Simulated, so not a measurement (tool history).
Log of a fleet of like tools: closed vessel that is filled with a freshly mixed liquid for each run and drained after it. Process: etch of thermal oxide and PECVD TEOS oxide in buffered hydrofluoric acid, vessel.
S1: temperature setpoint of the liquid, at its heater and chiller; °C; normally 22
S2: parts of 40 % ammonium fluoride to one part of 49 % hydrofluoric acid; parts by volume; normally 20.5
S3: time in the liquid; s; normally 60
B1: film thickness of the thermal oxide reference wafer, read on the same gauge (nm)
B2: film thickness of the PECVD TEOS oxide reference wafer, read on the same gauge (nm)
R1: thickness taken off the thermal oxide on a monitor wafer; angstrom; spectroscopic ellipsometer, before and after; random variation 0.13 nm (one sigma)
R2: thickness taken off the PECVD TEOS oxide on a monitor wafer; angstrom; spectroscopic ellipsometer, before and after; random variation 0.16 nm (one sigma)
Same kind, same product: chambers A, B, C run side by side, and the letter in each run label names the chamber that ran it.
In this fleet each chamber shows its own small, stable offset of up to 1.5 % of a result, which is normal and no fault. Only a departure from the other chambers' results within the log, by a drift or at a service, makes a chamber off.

run   hour    S1    S2  S3      B1      B2      R1      R2
 1B    5.9    22  20.5  60  140.01  150.01  299.13  411.12
 2C   12.6    22  20.5  60  140.02     150  303.33  413.39
 3A     19    22  20.5  60  140.02     150  299.52   414.1
 4B   23.1    22  20.5  60  139.98     150  297.45  410.22
 5A     30    22  20.5  60  139.99  150.01  302.74  411.08
 6C   36.9  17.5  20.5  30  139.98     150  117.19  160.26
 7C   40.1  17.5  20.5  30  139.99  150.03  116.62  161.17
 8B   47.1  17.5  20.5  30  140.02  150.01  115.15  159.27
 9A   53.1    22  20.5  60  140.01  149.96  302.43  416.36
10C   59.7    22  20.5  60     140  149.99  300.17  411.65
11A   65.9    22  20.5  60  140.01     150  302.83  413.52
12B   72.9  24.5  20.5  75  140.02  149.99  424.91   589.9
13C   77.8  24.5  20.5  75  140.02     150  430.33  592.34
14B   84.9  24.5  20.5  75     140     150   430.1   587.6
15A   90.1    22  20.5  60  139.99  150.02  301.14  412.36
16A   95.7    22  20.5  60  139.96  150.01  301.72  410.86
17C  102.8    22  20.5  60  139.99  150.01   301.1  410.37
18B  108.1    22  20.5  60  139.96  150.01  296.71  411.24
19A  113.7    22  20.5  85  139.99     150  426.19  588.33
20C    117    22  20.5  85  140.01  150.01   424.4  586.76
21B  121.4    22  20.5  85  140.01  149.99  417.68  584.09
22C    125    22  20.5  60  139.98     150  301.46  414.05
23B  130.9    22  20.5  60  140.01  150.02  299.54  411.78
24A  134.2    22  20.5  60  139.98  150.01  301.03  412.65
25C  140.1    22  20.5  60  139.99  149.99  300.96  413.89
26A    147    22  20.5  60  140.02     150  301.15  415.63
27B  153.7    22  20.5  60  139.99  150.03  295.02  412.82
28A    157    20  25.5  60  139.99  150.02  232.53  319.59
29C  162.7    20  25.5  60  139.97  149.99   231.9  319.23
30B  169.5    20  25.5  60  139.98  149.99   228.6  314.01
31C  173.6    18  20.5  50     140  149.98  198.92  275.76
32A  179.1    18  20.5  50  140.03     150  199.83  276.35

Does one chamber stand apart from the rest, does the shared gauge drift, or is all well apart from small per-chamber offsets? Give the chamber and the most likely cause, where there is one.

No chamber stands off beyond its own small offset, and the gauge holds steady.

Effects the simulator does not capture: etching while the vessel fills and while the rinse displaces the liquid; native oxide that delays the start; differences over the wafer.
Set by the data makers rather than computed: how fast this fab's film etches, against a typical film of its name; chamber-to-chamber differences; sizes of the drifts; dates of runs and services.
